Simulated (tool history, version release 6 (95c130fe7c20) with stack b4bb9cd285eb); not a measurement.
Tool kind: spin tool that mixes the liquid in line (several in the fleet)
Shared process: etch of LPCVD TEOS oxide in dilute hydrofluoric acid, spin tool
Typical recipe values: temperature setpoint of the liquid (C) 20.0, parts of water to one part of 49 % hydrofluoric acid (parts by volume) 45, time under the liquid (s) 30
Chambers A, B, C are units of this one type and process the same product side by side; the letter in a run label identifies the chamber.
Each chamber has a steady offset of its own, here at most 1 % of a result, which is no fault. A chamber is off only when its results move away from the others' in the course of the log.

run   hour  temperature setpoint of the liquid (C)  parts of water to one part of 49 % hydrofluoric acid (parts by volume)  time under the liquid (s)  hours since the thermometer was replaced  hours since the hydrofluoric acid flow meter was replaced  read-back film thickness of the LPCVD TEOS oxide reference wafer, read on the same gauge (nm)  thickness taken off the LPCVD TEOS oxide on a monitor wafer (nm)
 1B    8.8                                    20.0                                                                      45                         30                                     582.9                                                      776.7                                                                                         139.99                                                            19.742
 2A   20.6                                    20.0                                                                      45                         30                                     303.1                                                      966.2                                                                                         139.98                                                            19.647
 3C   27.1                                    20.0                                                                      45                         30                                     948.5                                                      495.8                                                                                         139.98                                                            19.631
 4A   33.5                                    20.0                                                                      45                         30                                     316.0                                                      979.1                                                                                         140.02                                                            19.656
 5C   46.3                                    20.0                                                                      45                         30                                     967.7                                                      515.0                                                                                         140.00                                                            19.696
 6B   52.7                                    20.0                                                                      45                         30                                     626.8                                                      820.6                                                                                         140.00                                                            19.764
 7C   60.8                                    20.0                                                                      45                         30                                     982.2                                                      529.5                                                                                         139.99                                                            19.502
 8B   71.0                                    20.0                                                                      45                         30                                     645.1                                                      838.9                                                                                         140.02                                                            19.776
 9A   79.2                                    20.0                                                                      45                         30                                     361.7                                                     1024.8                                                                                         139.99                                                            19.793
10C   93.2                                    20.0                                                                      45                         30                                    1014.6                                                      561.9                                                                                         140.00                                                            19.636
11B  105.4                                    20.0                                                                      45                         30                                     679.5                                                      873.3                                                                                         139.99                                                            19.915
12A  114.1                                    20.0                                                                      45                         30                                     396.6                                                     1059.7                                                                                         140.01                                                            19.613
13B  121.5                                    20.0                                                                      45                         30                                     695.6                                                      889.4                                                                                         140.00                                                            19.694
14C  127.9                                    20.0                                                                      45                         30                                    1049.3                                                      596.6                                                                                         140.02                                                            19.717
15A  137.2                                    20.0                                                                      30                         45                                     419.7                                                     1082.8                                                                                         139.99                                                            45.053
16C  147.3                                    20.0                                                                      30                         45                                    1068.7                                                      616.0                                                                                         139.98                                                            45.014
     149.5  -- chamber C: hydrofluoric acid flow meter replaced
17B  159.0                                    20.0                                                                      30                         45                                     733.1                                                      926.9                                                                                         140.00                                                            45.832
18A  169.9                                    22.5                                                                      45                         30                                     452.4                                                     1115.5                                                                                         140.02                                                            21.916
19A  182.8                                    22.5                                                                      45                         30                                     465.3                                                     1128.4                                                                                         140.01                                                            22.140
20B  190.1                                    22.5                                                                      45                         30                                     764.2                                                      958.0                                                                                         140.01                                                            22.462
21C  200.4                                    20.0                                                                      45                         30                                    1121.8                                                       51.0                                                                                         139.97                                                            19.711
22C  210.6                                    20.0                                                                      45                         30                                    1132.0                                                       61.2                                                                                         140.02                                                            19.712
23A  222.0                                    20.0                                                                      45                         30                                     504.5                                                     1167.6                                                                                         139.98                                                            19.696
     228.9  -- chamber C: thermometer replaced
24B  229.2                                    20.0                                                                      45                         30                                     803.3                                                      997.1                                                                                         140.00                                                            20.745
25B  241.0                                    20.0                                                                      45                         30                                     815.1                                                     1008.9                                                                                         139.98                                                            20.532
26C  250.2                                    20.0                                                                      45                         30                                      21.3                                                      100.8                                                                                         140.01                                                            19.868
27A  259.5                                    20.0                                                                      45                         30                                     542.0                                                     1205.1                                                                                         139.99                                                            19.714
28C  268.0                                    20.0                                                                      45                         30                                      39.1                                                      118.6                                                                                         139.98                                                            19.779
29A  275.9                                    20.0                                                                      30                         50                                     558.4                                                     1221.5                                                                                         140.00                                                            50.598
30B  286.8                                    20.0                                                                      30                         50                                     860.9                                                     1054.7                                                                                         140.00                                                            53.388
31C  297.0                                    20.0                                                                      30                         50                                      68.1                                                      147.6                                                                                         140.02                                                            50.148
32B  310.5                                    20.0                                                                      45                         30                                     884.6                                                     1078.4                                                                                         139.99                                                            20.594
33A  318.9                                    20.0                                                                      45                         30                                     601.4                                                     1264.5                                                                                         140.02                                                            19.754
34C  328.1                                    20.0                                                                      45                         30                                      99.2                                                      178.7                                                                                         139.99                                                            19.625
35B  341.4                                    20.0                                                                      45                         30                                     915.5                                                     1109.3                                                                                         140.03                                                            21.319
36A  351.3                                    20.0                                                                      45                         30                                     633.8                                                     1296.9                                                                                         140.01                                                            19.598
37A  362.0                                    20.0                                                                      45                         30                                     644.5                                                     1307.6                                                                                         140.00                                                            19.923
38B  373.1                                    20.0                                                                      45                         30                                     947.2                                                     1141.0                                                                                         140.02                                                            21.421
39C  380.6                                    20.0                                                                      45                         30                                     151.7                                                      231.2                                                                                         140.00                                                            19.840
40A  393.8                                    20.0                                                                      45                         30                                     676.3                                                     1339.4                                                                                         140.03                                                            19.797

Predict what each chamber gives when all 3 of them run the settings below next.
41A  403.9                                    20.0                                                                      45                         30                                                                                                                                                                                                                                                                     ?
41B  403.9                                    20.0                                                                      45                         30                                                                                                                                                                                                                                                                     ?
41C  403.9                                    20.0                                                                      45                         30                                                                                                                                                                                                                                                                     ?

run  thickness taken off the LPCVD TEOS oxide on a monitor wafer (nm)
41A                                                            19.494
41B                                                            21.448
41C                                                            19.773

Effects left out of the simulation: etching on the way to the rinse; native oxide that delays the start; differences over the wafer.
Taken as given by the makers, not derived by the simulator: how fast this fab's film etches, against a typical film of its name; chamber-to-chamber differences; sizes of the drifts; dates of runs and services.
